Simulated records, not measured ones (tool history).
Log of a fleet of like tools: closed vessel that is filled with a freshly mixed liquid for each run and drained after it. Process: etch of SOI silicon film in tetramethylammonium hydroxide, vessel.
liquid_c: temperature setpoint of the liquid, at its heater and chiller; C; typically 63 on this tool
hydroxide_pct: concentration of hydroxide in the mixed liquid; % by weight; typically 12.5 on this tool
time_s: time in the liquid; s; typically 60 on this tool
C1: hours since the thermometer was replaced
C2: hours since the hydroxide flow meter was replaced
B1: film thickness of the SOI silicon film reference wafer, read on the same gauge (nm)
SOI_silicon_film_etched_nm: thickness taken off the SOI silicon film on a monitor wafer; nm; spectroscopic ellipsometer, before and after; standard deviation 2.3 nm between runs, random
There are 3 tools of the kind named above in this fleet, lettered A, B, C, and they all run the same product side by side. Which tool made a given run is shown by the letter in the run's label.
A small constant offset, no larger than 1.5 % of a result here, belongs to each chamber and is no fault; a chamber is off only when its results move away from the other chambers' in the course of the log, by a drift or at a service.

{"run": "1C", "hour": 15.5, "liquid_c": 63, "hydroxide_pct": 12.5, "time_s": 60, "C1": 354.8, "C2": 652.8, "B1": 139.99, "SOI_silicon_film_etched_nm": 258.93}
{"run": "2B", "hour": 24.8, "liquid_c": 63, "hydroxide_pct": 12.5, "time_s": 60, "C1": 408.8, "C2": 381.6, "B1": 140.02, "SOI_silicon_film_etched_nm": 261.5}
{"run": "3A", "hour": 32.8, "liquid_c": 63, "hydroxide_pct": 12.5, "time_s": 60, "C1": 793.6, "C2": 388.3, "B1": 140, "SOI_silicon_film_etched_nm": 258.59}
{"run": "4C", "hour": 44.6, "liquid_c": 63, "hydroxide_pct": 12.5, "time_s": 60, "C1": 383.9, "C2": 681.9, "B1": 139.99, "SOI_silicon_film_etched_nm": 262.39}
{"run": "5B", "hour": 56.1, "liquid_c": 63, "hydroxide_pct": 12.5, "time_s": 60, "C1": 440.1, "C2": 412.9, "B1": 140.01, "SOI_silicon_film_etched_nm": 261.09}
{"hour": 58.0, "done": "chamber C: hydroxide flow meter replaced"}
{"hour": 61.4, "done": "chamber A: hydroxide flow meter replaced"}
{"run": "6A", "hour": 72.0, "liquid_c": 63, "hydroxide_pct": 12.5, "time_s": 60, "C1": 832.8, "C2": 10.6, "B1": 140, "SOI_silicon_film_etched_nm": 259.7}
{"run": "7A", "hour": 86.4, "liquid_c": 63, "hydroxide_pct": 12.5, "time_s": 60, "C1": 847.2, "C2": 25, "B1": 139.99, "SOI_silicon_film_etched_nm": 263.3}
{"run": "8C", "hour": 101.4, "liquid_c": 63, "hydroxide_pct": 12.5, "time_s": 60, "C1": 440.7, "C2": 43.4, "B1": 140.01, "SOI_silicon_film_etched_nm": 262.18}
{"run": "9B", "hour": 116.7, "liquid_c": 63, "hydroxide_pct": 12.5, "time_s": 60, "C1": 500.7, "C2": 473.5, "B1": 140, "SOI_silicon_film_etched_nm": 269.85}
{"run": "10C", "hour": 125.5, "liquid_c": 63, "hydroxide_pct": 12.5, "time_s": 60, "C1": 464.8, "C2": 67.5, "B1": 139.99, "SOI_silicon_film_etched_nm": 257.48}
{"run": "11A", "hour": 140.9, "liquid_c": 63, "hydroxide_pct": 12.5, "time_s": 60, "C1": 901.7, "C2": 79.5, "B1": 139.99, "SOI_silicon_film_etched_nm": 260.87}
{"run": "12B", "hour": 149.4, "liquid_c": 63, "hydroxide_pct": 12.5, "time_s": 60, "C1": 533.4, "C2": 506.2, "B1": 139.99, "SOI_silicon_film_etched_nm": 271.55}
{"run": "13C", "hour": 161.0, "liquid_c": 63, "hydroxide_pct": 12.5, "time_s": 60, "C1": 500.3, "C2": 103, "B1": 140.01, "SOI_silicon_film_etched_nm": 260.23}
{"run": "14B", "hour": 177.4, "liquid_c": 70.5, "hydroxide_pct": 12.5, "time_s": 60, "C1": 561.4, "C2": 534.2, "B1": 140.01, "SOI_silicon_film_etched_nm": 436}
{"run": "15A", "hour": 192.2, "liquid_c": 70.5, "hydroxide_pct": 12.5, "time_s": 60, "C1": 953, "C2": 130.8, "B1": 139.99, "SOI_silicon_film_etched_nm": 409.69}
{"run": "16A", "hour": 203.3, "liquid_c": 70.5, "hydroxide_pct": 12.5, "time_s": 60, "C1": 964.1, "C2": 141.9, "B1": 140.01, "SOI_silicon_film_etched_nm": 404.69}
{"run": "17C", "hour": 216.6, "liquid_c": 63, "hydroxide_pct": 12.5, "time_s": 60, "C1": 555.9, "C2": 158.6, "B1": 140, "SOI_silicon_film_etched_nm": 264.2}
{"run": "18B", "hour": 231.4, "liquid_c": 63, "hydroxide_pct": 12.5, "time_s": 60, "C1": 615.4, "C2": 588.2, "B1": 140.01, "SOI_silicon_film_etched_nm": 285.69}
{"run": "19B", "hour": 242.5, "liquid_c": 63, "hydroxide_pct": 12.5, "time_s": 60, "C1": 626.5, "C2": 599.3, "B1": 139.98, "SOI_silicon_film_etched_nm": 289.83}
{"run": "20A", "hour": 251.0, "liquid_c": 63, "hydroxide_pct": 12.5, "time_s": 60, "C1": 1011.8, "C2": 189.6, "B1": 139.99, "SOI_silicon_film_etched_nm": 262.04}
{"run": "21C", "hour": 259.4, "liquid_c": 63, "hydroxide_pct": 12.5, "time_s": 60, "C1": 598.7, "C2": 201.4, "B1": 140.02, "SOI_silicon_film_etched_nm": 262.57}
{"run": "22A", "hour": 272.5, "liquid_c": 63, "hydroxide_pct": 12.5, "time_s": 60, "C1": 1033.3, "C2": 211.1, "B1": 140, "SOI_silicon_film_etched_nm": 258.7}

Which is it: a chamber that has drifted or been left off by a service, a gauge drift common to all chambers, or only each chamber's usual small offset? If a chamber is off, name it and its likeliest cause.

It is chamber B that slowly wanders off from its peers.
Cause: liquid hotter than its thermometer reads (K) = 1.97.

Here are 4 candidates for chamber B's next run, each the usual settings with a change, their results left as question marks. Which one brings its results back in line with what the others give on the usual settings?
In-line tolerance around the mean of the other chambers on the usual settings: SOI_silicon_film_etched_nm 8.1 nm
{"run": "23B-1", "hour": 284.4, "liquid_c": 63, "hydroxide_pct": 12.5, "time_s": 75, "SOI_silicon_film_etched_nm": "?"}
{"run": "23B-2", "hour": 284.4, "liquid_c": 59.5, "hydroxide_pct": 12.5, "time_s": 60, "SOI_silicon_film_etched_nm": "?"}
{"run": "23B-3", "hour": 284.4, "liquid_c": 61, "hydroxide_pct": 12.5, "time_s": 60, "SOI_silicon_film_etched_nm": "?"}
{"run": "23B-4", "hour": 284.4, "liquid_c": 63, "hydroxide_pct": 9, "time_s": 60, "SOI_silicon_film_etched_nm": "?"}

What the other chambers average on the usual settings: SOI_silicon_film_etched_nm 260.8 nm
run=23B-1 SOI_silicon_film_etched_nm=366.58
run=23B-2 SOI_silicon_film_etched_nm=236.51
run=23B-3 SOI_silicon_film_etched_nm=259.51
run=23B-4 SOI_silicon_film_etched_nm=331.48
23B-3 puts the chamber back in line with the other chambers.

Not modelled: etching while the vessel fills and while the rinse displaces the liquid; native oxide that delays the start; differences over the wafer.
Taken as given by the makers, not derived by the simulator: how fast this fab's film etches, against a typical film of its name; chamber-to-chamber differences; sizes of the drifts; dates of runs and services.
